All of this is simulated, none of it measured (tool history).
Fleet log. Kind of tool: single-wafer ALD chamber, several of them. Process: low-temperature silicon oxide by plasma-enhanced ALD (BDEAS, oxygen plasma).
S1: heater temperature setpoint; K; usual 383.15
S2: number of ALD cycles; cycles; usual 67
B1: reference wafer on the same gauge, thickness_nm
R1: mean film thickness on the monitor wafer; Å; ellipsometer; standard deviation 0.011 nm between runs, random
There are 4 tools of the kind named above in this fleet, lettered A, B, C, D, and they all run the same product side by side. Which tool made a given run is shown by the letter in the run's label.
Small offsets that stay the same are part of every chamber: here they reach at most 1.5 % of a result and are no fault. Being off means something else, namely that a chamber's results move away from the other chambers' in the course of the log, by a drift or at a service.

Run 1C, hour 9.5: usual settings; B1 9.4418. Result: R1 94.742 Å.
Run 2B, hour 15.8: usual settings; B1 9.4422. Result: R1 94.375 Å.
Run 3D, hour 20.8: usual settings; B1 9.4412. Result: R1 92.91 Å.
Run 4A, hour 25.1: usual settings; B1 9.4419. Result: R1 94.29 Å.
Run 5C, hour 31.6: usual settings; B1 9.4444. Result: R1 94.861 Å.
Run 6A, hour 39.2: usual settings; B1 9.446. Result: R1 94.413 Å.
Run 7D, hour 48.6: usual settings; B1 9.4461. Result: R1 92.945 Å.
Run 8B, hour 53.8: usual settings; B1 9.4471. Result: R1 94.779 Å.
Run 9C, hour 63.5: usual settings; B1 9.4495. Result: R1 94.824 Å.
Run 10B, hour 70.4: usual settings; B1 9.4517. Result: R1 94.359 Å.
Run 11D, hour 77.2: usual settings but S1 369.15 K, S2 78 cycles; B1 9.4529. Result: R1 111.88 Å.
Run 12A, hour 86.3: usual settings but S1 369.15 K, S2 78 cycles; B1 9.4544. Result: R1 114.07 Å.
Run 13D, hour 93.7: usual settings but S1 369.15 K, S2 78 cycles; B1 9.4543. Result: R1 111.67 Å.
Run 14B, hour 102.4: usual settings but S1 369.15 K, S2 78 cycles; B1 9.4556. Result: R1 113.88 Å.
Run 15A, hour 107.4: usual settings; B1 9.4545. Result: R1 94.461 Å.
Run 16C, hour 112.8: usual settings; B1 9.4543. Result: R1 94.806 Å.
Run 17D, hour 117.6: usual settings; B1 9.4547. Result: R1 93.386 Å.
Run 18B, hour 126.1: usual settings; B1 9.459. Result: R1 94.592 Å.
Run 19A, hour 134.6: usual settings; B1 9.4618. Result: R1 94.546 Å.
Run 20C, hour 141.7: usual settings; B1 9.4654. Result: R1 94.8 Å.
Run 21B, hour 149.5: usual settings; B1 9.4644. Result: R1 94.829 Å.
At hour 156.7: chamber A: thermocouple changed; heater temperature recalibrated.
Run 22C, hour 159.5: usual settings but S2 78 cycles; B1 9.4655. Result: R1 110.62 Å.
Run 23D, hour 165.4: usual settings but S2 78 cycles; B1 9.466. Result: R1 108.46 Å.
Run 24A, hour 171.5: usual settings but S2 78 cycles; B1 9.4652. Result: R1 110.44 Å.
Run 25B, hour 180.1: usual settings but S2 78 cycles; B1 9.4678. Result: R1 110.08 Å.
Run 26A, hour 186.8: usual settings; B1 9.4662. Result: R1 94.666 Å.
Run 27D, hour 194.5: usual settings; B1 9.4681. Result: R1 93.299 Å.
Run 28C, hour 202.1: usual settings; B1 9.4696. Result: R1 94.605 Å.
Run 29C, hour 209.5: usual settings; B1 9.4699. Result: R1 94.906 Å.
Run 30B, hour 215.1: usual settings; B1 9.4702. Result: R1 94.849 Å.
Run 31A, hour 222.3: usual settings but S1 397.15 K; B1 9.4731. Result: R1 92.359 Å.
Run 32D, hour 229: usual settings but S1 397.15 K; B1 9.4741. Result: R1 91.024 Å.
Run 33D, hour 234.5: usual settings but S1 397.15 K; B1 9.4756. Result: R1 90.973 Å.
Run 34A, hour 240.4: usual settings but S1 397.15 K; B1 9.4776. Result: R1 92.202 Å.
Run 35B, hour 247.2: usual settings; B1 9.4794. Result: R1 94.898 Å.
Run 36C, hour 252.6: usual settings; B1 9.4791. Result: R1 95.063 Å.
Run 37C, hour 257.6: usual settings; B1 9.4812. Result: R1 95.001 Å.
Run 38A, hour 262.6: usual settings; B1 9.4825. Result: R1 94.766 Å.
Run 39D, hour 270.6: usual settings; B1 9.4809. Result: R1 93.239 Å.
Run 40B, hour 277.2: usual settings but S1 394.15 K, S2 74 cycles; B1 9.4803. Result: R1 102.84 Å.
Run 41A, hour 284.4: usual settings but S1 394.15 K, S2 74 cycles; B1 9.4826. Result: R1 102.73 Å.
Run 42B, hour 290.6: usual settings but S1 394.15 K, S2 74 cycles; B1 9.4811. Result: R1 102.72 Å.
Run 43C, hour 296.7: usual settings but S1 394.15 K, S2 74 cycles; B1 9.4847. Result: R1 103.25 Å.
Run 44D, hour 302.8: usual settings; B1 9.4869. Result: R1 93.192 Å.

Which is it: a chamber that has drifted or been left off by a service, a gauge drift common to all chambers, or only each chamber's usual small offset? If a chamber is off, name it and its likeliest cause.

No chamber is off; the gauge reading every chamber's wafers drifts, which makes the whole fleet appear to move together.
Likeliest cause: gauge reads high (%) = 0.499.
